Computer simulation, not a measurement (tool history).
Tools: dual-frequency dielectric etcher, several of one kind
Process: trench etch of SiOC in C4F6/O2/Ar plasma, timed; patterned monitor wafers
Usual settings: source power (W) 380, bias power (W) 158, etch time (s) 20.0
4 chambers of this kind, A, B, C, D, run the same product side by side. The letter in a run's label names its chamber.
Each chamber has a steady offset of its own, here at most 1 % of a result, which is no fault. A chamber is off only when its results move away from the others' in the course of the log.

run	day	source power (W)	bias power (W)	etch time (s)	hours since the last wet clean	hours since the last source power generator calibration	hours since the last bias power generator calibration	read-back reference wafer on the same gauge, depth_nm	mean etch depth across the wafer (nm)
# day 0.025: chamber A: source power generator calibrated
1D	0.083	380	158	20.0	296.6	867.8	2494.7	33.290	38.908
2C	0.221	380	158	20.0	69.8	1515.9	2529.7	33.285	39.010
3A	0.317	380	158	20.0	273.9	7.0	518.6	33.285	38.998
4B	0.446	380	158	20.0	407.5	4386.9	402.5	33.287	38.868
5C	0.625	380	158	14.5	79.5	1525.6	2539.4	33.262	28.285
6B	0.762	380	158	14.5	415.1	4394.5	410.1	33.283	28.108
7A	0.879	380	158	14.5	287.4	20.5	532.1	33.268	28.256
8D	0.967	380	158	14.5	317.8	889.0	2515.9	33.257	28.229
9C	1.079	380	158	20.0	90.4	1536.5	2550.3	33.251	38.955
10B	1.200	380	158	20.0	425.6	4405.0	420.6	33.252	38.888
11D	1.317	380	158	20.0	326.2	897.4	2524.3	33.243	38.778
12A	1.433	380	158	20.0	300.7	33.8	545.4	33.248	38.959
13A	1.604	380	158	20.0	304.8	37.9	549.5	33.233	38.973
14C	1.708	380	158	20.0	105.5	1551.6	2565.4	33.225	38.930
15B	1.867	380	158	20.0	441.6	4421.0	436.6	33.234	38.854
16D	1.962	380	158	20.0	341.7	912.9	2539.8	33.223	38.739
17B	2.050	380	172	14.5	446.0	4425.4	441.0	33.224	28.900
18D	2.167	380	172	14.5	346.6	917.8	2544.7	33.225	28.921
19C	2.271	380	172	14.5	119.0	1565.1	2578.9	33.206	29.035
20A	2.388	380	172	14.5	323.6	56.7	568.3	33.219	28.967
21A	2.504	380	158	20.0	326.4	59.5	571.1	33.210	38.893
22D	2.592	380	158	20.0	356.8	928.0	2554.9	33.206	38.802
# day 2.596: chamber B: wet clean of the chamber
23B	2.738	380	158	20.0	3.4	4441.9	457.5	33.192	38.791
24C	2.825	380	158	20.0	132.3	1578.4	2592.2	33.205	38.912
25D	2.962	380	158	23.5	365.7	936.9	2563.8	33.190	45.499
# day 3.050: chamber D: wet clean of the chamber
26C	3.108	380	158	23.5	139.1	1585.2	2599.0	33.182	45.669
27B	3.217	380	158	23.5	14.9	4453.4	469.0	33.188	45.567
28A	3.379	380	158	23.5	347.4	80.5	592.1	33.179	45.722
29A	3.512	380	158	20.0	350.6	83.7	595.3	33.169	38.784
30C	3.662	380	158	20.0	152.4	1598.5	2612.3	33.162	38.850
31B	3.758	380	158	20.0	27.9	4466.4	482.0	33.155	38.750
32D	3.883	380	158	20.0	20.1	959.0	2585.9	33.155	38.712

Is one chamber off against the others, does the gauge drift, or is nothing wrong? If a chamber is off, say which, and what the likeliest cause is.

The gauge drifts, so all chambers seem to drift together. No chamber is off.
Cause: gauge reads low (%) = 0.448.
